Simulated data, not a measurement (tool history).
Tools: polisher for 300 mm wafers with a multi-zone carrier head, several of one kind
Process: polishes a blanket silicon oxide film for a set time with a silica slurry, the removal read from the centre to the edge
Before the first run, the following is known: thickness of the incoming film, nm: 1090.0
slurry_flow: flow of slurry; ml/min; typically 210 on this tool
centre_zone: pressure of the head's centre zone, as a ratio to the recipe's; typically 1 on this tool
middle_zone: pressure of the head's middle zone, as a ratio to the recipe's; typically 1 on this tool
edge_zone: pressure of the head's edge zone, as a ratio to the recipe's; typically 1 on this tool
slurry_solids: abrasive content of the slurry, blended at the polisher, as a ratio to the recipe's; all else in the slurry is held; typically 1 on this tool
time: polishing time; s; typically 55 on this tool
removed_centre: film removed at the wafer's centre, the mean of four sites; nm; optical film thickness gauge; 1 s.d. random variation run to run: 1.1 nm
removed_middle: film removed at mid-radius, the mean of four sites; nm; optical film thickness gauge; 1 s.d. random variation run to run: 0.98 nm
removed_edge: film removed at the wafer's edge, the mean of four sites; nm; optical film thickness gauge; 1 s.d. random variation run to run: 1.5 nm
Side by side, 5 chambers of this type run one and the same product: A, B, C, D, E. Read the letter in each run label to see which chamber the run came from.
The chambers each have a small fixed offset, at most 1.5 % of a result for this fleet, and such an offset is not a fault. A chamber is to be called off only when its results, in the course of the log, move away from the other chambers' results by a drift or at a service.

run,day,slurry_flow,centre_zone,middle_zone,edge_zone,slurry_solids,time,removed_centre,removed_middle,removed_edge
1C,0.412,210,1,1,1,1,55,110.31,105.72,110.95
2E,0.817,210,1,1,1,1,55,108.26,111.05,109.01
# day 0.925: chamber D: worn pad replaced by a new one
3D,1.108,210,1,1,1,1,55,110.41,107.79,111.26
4B,1.346,210,1,1,1,1,55,109.58,107.51,107.74
5A,1.579,210,1,1,1,1,55,107.24,107.92,110.85
# day 1.771: chamber B: worn pad replaced by a new one
6E,1.867,210,1,1,1,1,55,110.88,109.61,108.16
# day 1.929: chamber C: worn pad replaced by a new one
7B,2.267,210,1,1,1,1,55,108.77,109.81,109.53
# day 2.546: chamber B: slurry nozzle cleaned
8D,2.662,210,1,1,1,1,55,111.78,107.95,110.01
9C,2.929,210,1,1,1,1,55,110.22,108.41,107.99
10A,3.167,210,1,1,1,1,55,108.29,108.28,108.04
# day 3.175: chamber B: centre zone pressure recalibrated
# day 3.304: chamber E: worn pad replaced by a new one
11E,3.512,210,1,1,1,1,55,109.59,110.68,108.68
12D,3.775,210,1,1,1,1,55,111.4,108.38,107.63
13B,4,210,1,1,1,1,55,101.81,108.64,112.46
14C,4.221,210,1,1,1,1,55,107.18,107.73,107.33
15A,4.492,210,1,1,1,1,55,109.02,109.36,107.51
# day 4.725: chamber C: edge zone pressure recalibrated
16A,4.8,210,1,1,1,1,55,108.19,107.91,108.35
# day 4.804: chamber C: centre zone pressure recalibrated
# day 4.804: chamber D: worn pad replaced by a new one
# day 4.912: chamber B: worn pad replaced by a new one
17E,4.996,210,1,1,1,1,55,107.89,107.42,110.37
# day 5.154: chamber D: centre zone pressure recalibrated
18B,5.175,210,1,1,1,1,55,99.876,110.16,107.01
# day 5.433: chamber E: slurry nozzle cleaned
19C,5.438,210,1,1,1,1,55,109.09,109.42,108.22
# day 5.712: chamber A: worn pad replaced by a new one
20D,5.746,260,1,1,1.08,1,55,112.61,111.2,116.78
21E,6.108,260,1,1,1.08,1,55,114.29,110.16,115.74
# day 6.283: chamber C: worn pad replaced by a new one
22B,6.292,260,1,1,1.08,1,55,103.65,111.65,112.86
23A,6.55,260,1,1,1.08,1,55,112.27,112.83,114.55
24D,6.775,260,1,1,1.08,1,55,113.79,113.41,118.22
25C,7.017,210,1,1,1,1,55,110.94,107.42,108.97
# day 7.35: chamber E: worn pad replaced by a new one
26E,7.412,210,1,1,1,1,55,109.18,109.51,107.99
27C,7.683,210,1,1,1,1,55,107.82,109.3,107.82
# day 7.896: chamber B: worn pad replaced by a new one
28A,7.95,210,1,1,1,1,55,108.11,110.09,108.82
29B,8.25,210,1,1,1,1,55,101.9,108.64,108.06
# day 8.3: chamber D: worn pad replaced by a new one
30D,8.525,210,1,1,1,1,55,109.67,109.17,107.61
31E,8.812,210,1,1,1,1,55,109.43,111.07,109.44
32D,9.129,210,1,1,1,1,55,111.37,107.86,107.43

Decide between three cases: one chamber stands off from its peers, the gauge reading all wafers drifts, or nothing is wrong past each chamber's small offset. Where a chamber is off, say which and what most likely put it there.

A service on chamber B put it out of line with the rest.
What lies behind it: centre zone's pressure below its setpoint, % = 6.38.

Below are 4 candidate recipes for chamber B's next run, each the usual settings with a change, their results shown as question marks. Which of them brings B's results back in line with what the other chambers give on the usual settings?
In-line tolerance around the mean of the other chambers on the usual settings: removed_centre 3.9 nm; removed_middle 3.4 nm; removed_edge 5.3 nm
33B-1,9.425,210,0.99,1,1.01,1,55,?,?,?
33B-2,9.425,205,0.93,1,1.03,1,55,?,?,?
33B-3,9.425,210,1.01,1,0.99,1,55,?,?,?
33B-4,9.425,215,1.07,1,0.97,1,55,?,?,?

What the other chambers average on the usual settings: removed_centre 109.13 nm; removed_middle 108.84 nm; removed_edge 108.18 nm
run,removed_centre,removed_middle,removed_edge
33B-1,98.869,109.12,109.44
33B-2,91.861,108.79,110.31
33B-3,101.09,109.11,108.29
33B-4,108.14,109.43,107.4
It is 33B-4 that realigns the chamber with its peers.

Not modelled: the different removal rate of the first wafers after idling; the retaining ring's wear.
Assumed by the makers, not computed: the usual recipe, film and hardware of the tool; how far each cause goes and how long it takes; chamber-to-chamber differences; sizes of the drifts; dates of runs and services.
